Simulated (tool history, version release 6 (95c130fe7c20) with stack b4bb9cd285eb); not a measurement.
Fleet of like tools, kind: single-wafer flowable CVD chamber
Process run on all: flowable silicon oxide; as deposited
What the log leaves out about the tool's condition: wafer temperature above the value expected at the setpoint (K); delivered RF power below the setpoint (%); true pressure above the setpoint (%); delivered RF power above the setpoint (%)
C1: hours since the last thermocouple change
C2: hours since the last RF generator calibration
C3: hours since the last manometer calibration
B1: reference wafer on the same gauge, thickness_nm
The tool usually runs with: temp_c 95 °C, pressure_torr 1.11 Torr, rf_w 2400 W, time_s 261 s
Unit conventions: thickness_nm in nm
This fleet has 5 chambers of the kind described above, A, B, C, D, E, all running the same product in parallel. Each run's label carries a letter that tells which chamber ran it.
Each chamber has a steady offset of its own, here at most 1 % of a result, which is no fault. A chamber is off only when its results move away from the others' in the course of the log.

Run 1E, hour 3.9: usual settings; C1 663.6; C2 387.8; C3 1532.2; B1 280.11. Result: thickness_nm 285.28 nm.
Run 2B, hour 6.5: usual settings; C1 616.9; C2 616.8; C3 1633.0; B1 279.98. Result: thickness_nm 285.97 nm.
Run 3D, hour 9.0: usual settings; C1 2620.8; C2 649.7; C3 741.5; B1 279.87. Result: thickness_nm 285.85 nm.
Run 4A, hour 11.6: usual settings; C1 548.2; C2 1085.7; C3 2217.9; B1 280.14. Result: thickness_nm 288.27 nm.
Run 5C, hour 14.2: usual settings; C1 524.2; C2 1328.5; C3 567.9; B1 280.06. Result: thickness_nm 285.94 nm.
Run 6E, hour 17.6: usual settings; C1 677.3; C2 401.5; C3 1545.9; B1 279.79. Result: thickness_nm 285.15 nm.
Run 7A, hour 21.8: usual settings but time_s 284 s; C1 558.4; C2 1095.9; C3 2228.1; B1 280.23. Result: thickness_nm 310.77 nm.
Run 8C, hour 23.7: usual settings but time_s 284 s; C1 533.7; C2 1338.0; C3 577.4; B1 279.87. Result: thickness_nm 310.57 nm.
Run 9B, hour 25.9: usual settings but time_s 284 s; C1 636.3; C2 636.2; C3 1652.4; B1 279.99. Result: thickness_nm 312.49 nm.
Run 10D, hour 28.2: usual settings but time_s 284 s; C1 2640.0; C2 668.9; C3 760.7; B1 280.02. Result: thickness_nm 312.08 nm.
Run 11A, hour 31.8: usual settings but time_s 284 s; C1 568.4; C2 1105.9; C3 2238.1; B1 280.03. Result: thickness_nm 310.37 nm.
Run 12D, hour 35.5: usual settings; C1 2647.3; C2 676.2; C3 768.0; B1 279.90. Result: thickness_nm 287.02 nm.
Run 13B, hour 37.6: usual settings; C1 648.0; C2 647.9; C3 1664.1; B1 279.77. Result: thickness_nm 288.76 nm.
Run 14C, hour 40.3: usual settings; C1 550.3; C2 1354.6; C3 594.0; B1 279.83. Result: thickness_nm 288.76 nm.
Run 15E, hour 43.9: usual settings; C1 703.6; C2 427.8; C3 1572.2; B1 279.93. Result: thickness_nm 284.13 nm.
Run 16B, hour 46.9: usual settings but time_s 238 s; C1 657.3; C2 657.2; C3 1673.4; B1 279.81. Result: thickness_nm 263.24 nm.
Run 17C, hour 49.6: usual settings but time_s 238 s; C1 559.6; C2 1363.9; C3 603.3; B1 279.68. Result: thickness_nm 261.64 nm.
Run 18A, hour 53.5: usual settings but time_s 238 s; C1 590.1; C2 1127.6; C3 2259.8; B1 279.82. Result: thickness_nm 260.91 nm.
Run 19D, hour 55.7: usual settings but time_s 238 s; C1 2667.5; C2 696.4; C3 788.2; B1 280.07. Result: thickness_nm 262.68 nm.
Run 20E, hour 59.9: usual settings but time_s 238 s; C1 719.6; C2 443.8; C3 1588.2; B1 280.20. Result: thickness_nm 259.27 nm.
Run 21A, hour 62.2: usual settings; C1 598.8; C2 1136.3; C3 2268.5; B1 279.84. Result: thickness_nm 285.69 nm.
Run 22B, hour 64.2: usual settings; C1 674.6; C2 674.5; C3 1690.7; B1 279.98. Result: thickness_nm 287.44 nm.
Run 23C, hour 66.2: usual settings but temp_c 83 °C, rf_w 2205 W; C1 576.2; C2 1380.5; C3 619.9; B1 280.02. Result: thickness_nm 410.21 nm.
Run 24E, hour 69.7: usual settings but temp_c 83 °C, rf_w 2205 W; C1 729.4; C2 453.6; C3 1598.0; B1 280.10. Result: thickness_nm 409.41 nm.
Run 25D, hour 71.7: usual settings but temp_c 83 °C, rf_w 2205 W; C1 2683.5; C2 712.4; C3 804.2; B1 280.18. Result: thickness_nm 416.00 nm.
Run 26B, hour 74.4: usual settings but temp_c 83 °C, rf_w 2205 W; C1 684.8; C2 684.7; C3 1700.9; B1 280.31. Result: thickness_nm 418.49 nm.
Run 27D, hour 77.3: usual settings but temp_c 83 °C, rf_w 2205 W; C1 2689.1; C2 718.0; C3 809.8; B1 279.83. Result: thickness_nm 411.42 nm.
Run 28E, hour 79.2: usual settings; C1 738.9; C2 463.1; C3 1607.5; B1 280.03. Result: thickness_nm 286.22 nm.
Run 29C, hour 82.0: usual settings; C1 592.0; C2 1396.3; C3 635.7; B1 280.21. Result: thickness_nm 287.24 nm.
Run 30A, hour 85.9: usual settings; C1 622.5; C2 1160.0; C3 2292.2; B1 279.96. Result: thickness_nm 285.47 nm.

Which is it: a chamber that has drifted or been left off by a service, a gauge drift common to all chambers, or only each chamber's usual small offset? If a chamber is off, name it and its likeliest cause.

Nothing is wrong: each chamber keeps only its own small, steady offset and the gauge holds still.
